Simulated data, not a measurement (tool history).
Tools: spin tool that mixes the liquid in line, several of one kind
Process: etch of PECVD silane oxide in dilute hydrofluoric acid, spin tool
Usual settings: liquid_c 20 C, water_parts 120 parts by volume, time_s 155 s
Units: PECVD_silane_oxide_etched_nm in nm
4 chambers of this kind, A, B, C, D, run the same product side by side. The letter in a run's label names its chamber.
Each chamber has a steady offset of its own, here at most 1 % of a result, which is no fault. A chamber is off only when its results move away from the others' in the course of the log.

run,hour,liquid_c,water_parts,time_s,hours since the thermometer was replaced,hours since the hydrofluoric acid flow meter was replaced,"read-back film thickness of the PECVD silane oxide reference wafer, read on the same gauge (nm)",PECVD_silane_oxide_etched_nm
1B,9,20,120,155,333,747.8,59.989,36.561
2A,17.9,20,120,155,195.5,580.7,59.992,35.79
3D,30.9,20,120,155,1241.6,447.9,60.03,36.197
4C,38.7,20,120,155,1383.6,1047.7,60.021,36.566
# hour 40.7: chamber B: hydrofluoric acid flow meter replaced
5C,53.8,20,120,155,1398.7,1062.8,60.026,35.879
6A,67.1,20,120,155,244.7,629.9,59.966,35.968
7D,81.8,20,120,155,1292.5,498.8,59.952,35.795
8B,95.6,23,100,155,419.6,55,59.969,50.385
9A,104.3,23,100,155,281.9,667.1,59.997,49.939
10D,118.8,23,100,155,1329.5,535.8,60.018,48.913
11B,128.8,23,100,155,452.8,88.2,59.973,50.56
12C,144.7,20,120,155,1489.6,1153.7,60.019,35.944
13D,154.4,20,120,155,1365.1,571.4,59.982,35.227
14B,165.1,20,120,155,489.1,124.5,60.012,36.298
15A,176.4,20,120,155,354,739.2,60.008,36.15
# hour 182.3: chamber A: hydrofluoric acid flow meter replaced
16C,186.5,20,120,155,1531.4,1195.5,59.984,36.141
17A,196,20,120,155,373.6,13.7,60.007,36.091
18D,207.8,20,65,85,1418.5,624.8,59.988,37.097
19B,218.8,20,65,85,542.8,178.2,60.001,39.415
20C,227,20,65,85,1571.9,1236,60.007,39.628
# hour 236.8: chamber D: thermometer replaced
21A,240.5,20,65,85,418.1,58.2,59.996,39.197
22C,251.1,20,120,155,1596,1260.1,60.036,36.067
23D,260.9,20,120,155,24.1,677.9,59.978,34.504
24B,269,20,120,155,593,228.4,59.987,36.537
25C,278.9,20,75,155,1623.8,1287.9,60.013,61.446
26D,289.6,20,75,155,52.8,706.6,59.986,56.887
27A,305.5,20,75,155,483.1,123.2,59.988,60.659
28B,318.5,20,75,155,642.5,277.9,59.982,61.712
29C,326.5,20,120,155,1671.4,1335.5,59.984,36.294
30A,342.6,20,120,155,520.2,160.3,60.003,36.132
31D,356.9,20,120,155,120.1,773.9,59.992,33.881
32B,369.1,20,120,155,693.1,328.5,60.027,36.2
33C,385,20,120,155,1729.9,1394,59.977,36.022
34D,396.5,20,120,155,159.7,813.5,59.974,33.501
35B,408.2,20,120,155,732.2,367.6,60.017,36.11

All 4 chambers run these settings next. Forecast each chamber's results:
36A,419.8,20,90,155,,,,?
36B,419.8,20,90,155,,,,?
36C,419.8,20,90,155,,,,?
36D,419.8,20,90,155,,,,?

run,PECVD_silane_oxide_etched_nm
36A,49.886
36B,50.545
36C,50.318
36D,45.557
